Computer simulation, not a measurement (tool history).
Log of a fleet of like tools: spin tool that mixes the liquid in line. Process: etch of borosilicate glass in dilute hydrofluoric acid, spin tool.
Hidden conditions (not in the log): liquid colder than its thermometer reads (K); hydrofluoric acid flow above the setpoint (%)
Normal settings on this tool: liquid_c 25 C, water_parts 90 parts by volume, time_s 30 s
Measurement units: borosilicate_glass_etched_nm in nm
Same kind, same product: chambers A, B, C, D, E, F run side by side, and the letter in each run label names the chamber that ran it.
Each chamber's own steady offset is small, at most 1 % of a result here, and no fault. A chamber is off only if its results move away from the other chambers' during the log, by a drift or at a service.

| run | hour | liquid_c | water_parts | time_s | hours since the thermometer was replaced | hours since the hydrofluoric acid flow meter was replaced | read-back film thickness of the borosilicate glass reference wafer, read on the same gauge (nm) | borosilicate_glass_etched_nm |
|---|---|---|---|---|---|---|---|---|
| 1E | 5.9 | 25 | 90 | 30 | 1671.2 | 1684.8 | 99.992 | 8.2994 |
| 2F | 17.8 | 25 | 90 | 30 | 620.7 | 845.4 | 100.01 | 8.4156 |
| 3C | 28.1 | 25 | 90 | 30 | 1645.6 | 2304.8 | 100.01 | 8.1876 |
| 4B | 33.3 | 25 | 90 | 30 | 349.8 | 143 | 99.977 | 8.1547 |
| 5D | 44.1 | 25 | 90 | 30 | 1295.8 | 1720.2 | 100.01 | 8.1666 |
| 6A | 51.4 | 25 | 70 | 30 | 433.2 | 615.6 | 99.963 | 10.801 |
| 7C | 59.6 | 25 | 70 | 30 | 1677.1 | 2336.3 | 99.973 | 10.873 |
| 8E | 66.8 | 25 | 70 | 30 | 1732.1 | 1745.7 | 99.998 | 11.103 |
| 9F | 74.6 | 25 | 70 | 30 | 677.5 | 902.2 | 100.03 | 10.964 |
| 10A | 85.3 | 25 | 70 | 30 | 467.1 | 649.5 | 99.994 | 11 |
| 11D | 92.7 | 25 | 70 | 30 | 1344.4 | 1768.8 | 100 | 10.602 |
| 12B | 104 | 25 | 90 | 30 | 420.5 | 213.7 | 100.01 | 8.2075 |
|  | 106.4 | chamber D: thermometer replaced |
| 13F | 109.8 | 25 | 90 | 30 | 712.7 | 937.4 | 100 | 8.3384 |
|  | 117.8 | chamber C: hydrofluoric acid flow meter replaced |
| 14A | 118.7 | 25 | 90 | 30 | 500.5 | 682.9 | 100.01 | 8.2713 |
| 15D | 124.4 | 25 | 90 | 30 | 18.1 | 1800.5 | 99.996 | 8.4396 |
| 16E | 131.2 | 25 | 90 | 15 | 1796.5 | 1810.1 | 100.01 | 4.1814 |
| 17C | 137.5 | 25 | 90 | 15 | 1755 | 19.7 | 100.01 | 4.1118 |
|  | 138.9 | chamber A: hydrofluoric acid flow meter replaced |
| 18B | 143.6 | 25 | 90 | 15 | 460.1 | 253.3 | 100 | 4.1114 |
| 19A | 150.4 | 25 | 90 | 15 | 532.2 | 11.6 | 99.995 | 4.1096 |
| 20E | 156.6 | 25 | 90 | 15 | 1821.9 | 1835.5 | 100.01 | 4.1393 |
|  | 158.8 | chamber F: hydrofluoric acid flow meter replaced |
| 21F | 163.9 | 25 | 90 | 15 | 766.8 | 5.2 | 100.02 | 4.1008 |
| 22D | 171.3 | 25 | 90 | 30 | 65 | 1847.4 | 99.983 | 8.2899 |
| 23C | 177.6 | 25 | 90 | 30 | 1795.1 | 59.8 | 99.963 | 8.2738 |
| 24B | 183.1 | 25 | 90 | 30 | 499.6 | 292.8 | 99.973 | 8.2465 |
| 25F | 188.5 | 25 | 90 | 30 | 791.4 | 29.8 | 99.982 | 8.2321 |
| 26A | 193.9 | 25 | 90 | 30 | 575.7 | 55.1 | 100.01 | 8.2512 |
| 27B | 200.7 | 29.5 | 90 | 15 | 517.2 | 310.4 | 99.999 | 4.9006 |
| 28C | 207.7 | 29.5 | 90 | 15 | 1825.2 | 89.9 | 100.02 | 4.8781 |
| 29E | 218.6 | 29.5 | 90 | 15 | 1883.9 | 1897.5 | 99.989 | 4.8847 |
|  | 226.3 | chamber E: hydrofluoric acid flow meter replaced |
| 30D | 226.6 | 29.5 | 90 | 15 | 120.3 | 1902.7 | 100.02 | 4.9318 |
| 31B | 238.3 | 29.5 | 90 | 15 | 554.8 | 348 | 100.01 | 4.9872 |
| 32E | 248.2 | 29.5 | 90 | 15 | 1913.5 | 22 | 100.01 | 4.9397 |
| 33D | 257 | 25 | 90 | 30 | 150.7 | 1933.1 | 100 | 8.2486 |
|  | 264 | chamber D: hydrofluoric acid flow meter replaced |
| 34F | 268.8 | 25 | 90 | 30 | 871.7 | 110.1 | 100.02 | 8.0109 |
| 35A | 277.7 | 25 | 90 | 30 | 659.5 | 138.9 | 99.986 | 8.182 |
| 36C | 289 | 25 | 130 | 15 | 1906.5 | 171.2 | 99.99 | 2.7399 |
| 37D | 297.1 | 25 | 130 | 15 | 190.8 | 33.2 | 99.997 | 2.7288 |
| 38A | 305.2 | 25 | 130 | 15 | 687 | 166.4 | 100.01 | 2.7145 |
| 39E | 314.3 | 25 | 130 | 15 | 1979.6 | 88.1 | 99.995 | 2.7533 |
| 40C | 320.8 | 25 | 130 | 15 | 1938.3 | 203 | 100.01 | 2.7104 |
| 41F | 327.5 | 25 | 130 | 15 | 930.4 | 168.8 | 99.986 | 2.5981 |
| 42B | 336.7 | 25 | 90 | 30 | 653.2 | 446.4 | 100.03 | 8.35 |
| 43F | 345.6 | 25 | 90 | 30 | 948.5 | 186.9 | 99.993 | 7.6834 |
| 44A | 357.1 | 25 | 90 | 30 | 738.9 | 218.3 | 100.04 | 8.231 |

Is one chamber out of step, is the gauge drifting, or do the chambers differ by no more than their own small offsets? For an off chamber, give its letter and the likeliest cause.

Little by little, chamber F moves away from the other chambers.
Cause: liquid colder than its thermometer reads (K) = 1.85.

Below are 4 candidate recipes for chamber F's next run, each the usual settings with a change, their results shown as question marks. Which of them brings F's results back in line with what the other chambers give on the usual settings?
A result is in line if it is within this distance of the other chambers' mean on the usual settings: borosilicate_glass_etched_nm 0.24 nm
| 45F-1 | 365.6 | 25 | 95 | 30 |  |  |  | ? |
| 45F-2 | 365.6 | 25.5 | 90 | 30 |  |  |  | ? |
| 45F-3 | 365.6 | 25 | 85 | 30 |  |  |  | ? |
| 45F-4 | 365.6 | 24.5 | 90 | 30 |  |  |  | ? |

What the other chambers average on the usual settings: borosilicate_glass_etched_nm 8.2543 nm
| run | borosilicate_glass_etched_nm |
|---|---|
| 45F-1 | 7.2456 |
| 45F-2 | 7.8575 |
| 45F-3 | 8.2135 |
| 45F-4 | 7.5478 |
The right change is 45F-3: it brings the chamber back within the allowed miss of the others.
